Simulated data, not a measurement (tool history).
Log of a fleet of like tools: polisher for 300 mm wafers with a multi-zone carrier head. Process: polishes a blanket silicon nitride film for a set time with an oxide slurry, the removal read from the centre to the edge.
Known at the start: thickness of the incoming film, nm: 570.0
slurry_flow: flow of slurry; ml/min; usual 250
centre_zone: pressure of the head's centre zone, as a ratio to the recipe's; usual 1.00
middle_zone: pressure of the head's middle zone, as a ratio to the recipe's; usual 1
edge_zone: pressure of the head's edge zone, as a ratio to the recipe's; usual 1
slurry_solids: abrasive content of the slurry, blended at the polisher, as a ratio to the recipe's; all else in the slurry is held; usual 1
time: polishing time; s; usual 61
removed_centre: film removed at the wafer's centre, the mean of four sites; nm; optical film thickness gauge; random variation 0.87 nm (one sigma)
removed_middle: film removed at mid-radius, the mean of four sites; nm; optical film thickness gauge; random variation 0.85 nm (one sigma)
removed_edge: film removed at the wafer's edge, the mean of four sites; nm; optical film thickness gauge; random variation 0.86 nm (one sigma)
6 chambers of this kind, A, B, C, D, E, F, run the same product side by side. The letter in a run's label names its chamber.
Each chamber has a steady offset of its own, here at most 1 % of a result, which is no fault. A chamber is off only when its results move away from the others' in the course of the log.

run,hour,slurry_flow,centre_zone,middle_zone,edge_zone,slurry_solids,time,removed_centre,removed_middle,removed_edge
1E,5.7,250,1.00,1,1,1,61,59.328,60.221,61.191
2B,13.3,250,1.00,1,1,1,61,62.141,60.887,61.419
# hour 14.4: chamber B: worn pad replaced by a new one
3C,19.1,250,1.00,1,1,1,61,60.143,60.466,60.224
4F,28.7,250,1.00,1,1,1,61,60.713,60.982,59.253
# hour 36.2: chamber F: worn pad replaced by a new one
5A,38.9,250,1.00,1,1,1,61,60.966,60.138,61.694
# hour 39.7: chamber C: worn pad replaced by a new one
6D,46.7,250,1.00,1,1,1,61,60.439,60.509,60.825
# hour 47.0: chamber C: edge zone pressure recalibrated
# hour 48.2: chamber D: slurry nozzle cleaned
# hour 49.2: chamber E: centre zone pressure recalibrated
# hour 54.6: chamber D: worn pad replaced by a new one
7C,56.7,250,1.00,1,1,1,61,60.298,61.448,60.350
8D,64.6,250,1.00,1,1,1,61,60.290,59.536,60.276
# hour 65.3: chamber A: slurry nozzle cleaned
9A,70.3,310,1.00,1,1,1,61,63.172,62.236,62.098
10B,77.8,310,1.00,1,1,1,61,62.410,61.430,61.686
# hour 81.5: chamber E: worn pad replaced by a new one
11E,88.9,310,1.00,1,1,1,61,61.822,63.498,61.019
12F,97.4,310,1.00,1,1,1,61,61.604,62.372,59.672
13B,102.5,310,1.00,1,1,1,61,62.009,60.638,61.707
14D,108.8,310,1.00,1,1,1,61,62.062,62.733,61.906
15E,120.2,250,1.00,1,1,1,61,60.758,61.325,59.772
16A,129.3,195,1.04,1,1,1,61,62.365,58.883,59.952
# hour 136.3: chamber D: worn pad replaced by a new one
17F,136.7,195,1.04,1,1,1,61,61.373,57.657,58.745
# hour 143.3: chamber F: centre zone pressure recalibrated
# hour 144.5: chamber C: worn pad replaced by a new one
18C,147.8,195,1.04,1,1,1,61,57.719,59.426,59.065
19D,155.3,195,1.04,1,1,1,61,62.416,59.706,58.738
# hour 155.5: chamber A: worn pad replaced by a new one
20F,164.8,195,1.04,1,1,1,61,60.256,57.736,59.145
# hour 167.1: chamber B: centre zone pressure recalibrated
21A,173.3,195,1.04,1,1,1,61,61.705,60.355,58.593
# hour 174.4: chamber B: worn pad replaced by a new one
22B,181.7,250,1.00,1,1,1,61,61.870,58.401,61.187
# hour 190.0: chamber A: edge zone pressure recalibrated
23C,190.6,250,1.00,1,1,1,61,56.775,60.545,60.555
24E,199.4,250,1.00,1,1,1,61,59.440,60.774,60.289
# hour 209.9: chamber F: worn pad replaced by a new one
25A,210.2,250,1.00,1,1,1,61,60.559,61.175,61.436
# hour 218.2: chamber A: centre zone pressure recalibrated
26E,221.8,250,1.00,1,1,1,70,70.304,69.142,70.157
# hour 227.2: chamber D: worn pad replaced by a new one
27D,230.2,250,1.00,1,1,1,70,70.016,69.827,70.332
28B,235.6,250,1.00,1,1,1,70,68.934,69.998,69.906
29F,246.6,250,1.00,1,1,1,70,70.988,68.862,70.070
30C,253.2,250,1.00,1,1,1,70,63.058,67.832,68.421
# hour 261.5: chamber C: worn pad replaced by a new one
31D,264.3,250,1.00,1,1,1,70,67.547,69.379,71.454
# hour 270.9: chamber E: slurry nozzle cleaned
# hour 274.2: chamber E: worn pad replaced by a new one
32C,275.9,250,1.00,1,1,1,61,54.454,60.769,62.067
33A,285.7,250,1.00,1,1,1,61,60.422,60.467,60.655
# hour 288.3: chamber E: edge zone pressure recalibrated
34B,296.4,250,1.00,1,1,1,61,61.153,62.055,59.990
35F,302.0,250,1.00,1,1,1,61,61.166,60.131,59.672
36E,310.5,250,0.96,1,1,1,61,58.946,61.197,59.851

What goes on in this fleet: one chamber off, a drifting gauge, or nothing beyond the chambers' own small offsets? Name the chamber and the cause, if any.

Chamber C drifts away from the others.
Cause: centre zone's pressure below its setpoint, % = 9.57.

Here are 4 candidates for chamber C's next run, each the usual settings with a change, their results left as question marks. Which one brings its results back in line with what the others give on the usual settings?
In line means no further than this from the other chambers' mean on the usual settings: removed_centre 3.100 nm; removed_middle 2.900 nm; removed_edge 3.000 nm
37C-1,319.0,250,1.02,0.99,0.99,1,61,?,?,?
37C-2,319.0,245,0.91,1.02,1.03,1,60,?,?,?
37C-3,319.0,250,0.98,1.01,1.01,1,61,?,?,?
37C-4,319.0,255,1.09,0.98,0.97,1,62,?,?,?

The other chambers' mean on the usual settings: removed_centre 60.652 nm; removed_middle 60.296 nm; removed_edge 60.525 nm
run,removed_centre,removed_middle,removed_edge
37C-1,54.996,60.186,60.344
37C-2,47.473,60.731,60.492
37C-3,52.599,61.311,60.973
37C-4,60.325,60.724,60.788
37C-4 brings the chamber back in line.
